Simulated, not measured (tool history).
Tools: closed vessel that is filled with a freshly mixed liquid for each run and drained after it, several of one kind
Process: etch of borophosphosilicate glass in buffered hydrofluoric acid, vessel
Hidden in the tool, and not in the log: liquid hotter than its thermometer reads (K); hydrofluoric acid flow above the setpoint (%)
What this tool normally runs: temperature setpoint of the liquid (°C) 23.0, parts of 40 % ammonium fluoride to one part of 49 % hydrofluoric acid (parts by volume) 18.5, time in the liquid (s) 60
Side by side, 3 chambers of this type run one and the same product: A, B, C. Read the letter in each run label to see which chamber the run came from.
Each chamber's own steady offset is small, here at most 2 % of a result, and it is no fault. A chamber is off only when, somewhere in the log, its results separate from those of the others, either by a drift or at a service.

run,hour,temperature setpoint of the liquid (°C),parts of 40 % ammonium fluoride to one part of 49 % hydrofluoric acid (parts by volume),time in the liquid (s),hours since the thermometer was replaced,hours since the hydrofluoric acid flow meter was replaced,"read-back film thickness of the borophosphosilicate glass reference wafer, read on the same gauge (nm)",thickness taken off the borophosphosilicate glass on a monitor wafer (angstrom)
1A,6.3,23.0,18.5,60,2449.5,231.3,50.017,549.24
# hour 9.3: chamber C: thermometer replaced
2C,11.1,23.0,18.5,60,1.8,1856.1,50.000,536.98
3B,18.3,23.0,18.5,60,909.3,32.3,50.002,547.17
4B,25.1,23.0,18.5,60,916.1,39.1,50.015,549.40
5C,32.2,23.0,18.5,60,22.9,1877.2,49.992,534.17
6A,38.4,23.0,18.5,60,2481.6,263.4,50.022,546.30
7C,44.7,19.5,18.5,60,35.4,1889.7,50.045,442.26
8B,51.4,19.5,18.5,60,942.4,65.4,49.988,455.34
9A,58.3,19.5,18.5,60,2501.5,283.3,50.019,452.64
10A,63.9,23.0,18.5,60,2507.1,288.9,49.968,553.82
11C,70.9,23.0,14.0,75,61.6,1915.9,50.064,893.14
12B,75.9,23.0,14.0,75,966.9,89.9,49.977,930.64
13C,80.1,23.0,14.0,75,70.8,1925.1,49.973,880.42
14A,83.3,23.0,18.5,60,2526.5,308.3,50.019,548.38
15B,89.7,23.0,18.5,60,980.7,103.7,50.036,562.86
16C,93.9,23.0,18.5,60,84.6,1938.9,50.004,540.48
17A,99.3,23.0,16.5,60,2542.5,324.3,49.988,618.13
18B,104.4,23.0,16.5,60,995.4,118.4,49.998,634.27
19B,110.9,23.0,16.5,60,1001.9,124.9,49.976,648.24
20A,114.9,23.0,18.5,60,2558.1,339.9,50.002,548.95
21C,120.6,23.0,18.5,60,111.3,1965.6,49.992,539.59
22C,127.0,23.0,18.5,60,117.7,1972.0,49.975,533.37
23A,130.5,23.0,18.5,60,2573.7,355.5,50.024,549.40
24B,134.1,23.0,18.5,60,1025.1,148.1,50.011,577.05
25B,139.5,23.0,18.5,60,1030.5,153.5,49.975,587.23
26A,144.6,23.0,18.5,60,2587.8,369.6,49.944,545.46
27C,148.0,23.0,18.5,60,138.7,1993.0,50.023,539.06
28B,154.6,23.0,18.5,60,1045.6,168.6,49.973,582.80
29A,158.4,23.0,18.5,60,2601.6,383.4,49.973,549.28

Next, every chamber runs the same settings. What will each give?
30A,163.6,20.0,18.5,60,,,,?
30B,163.6,20.0,18.5,60,,,,?
30C,163.6,20.0,18.5,60,,,,?

run,thickness taken off the borophosphosilicate glass on a monitor wafer (angstrom)
30A,465.84
30B,498.37
30C,460.51
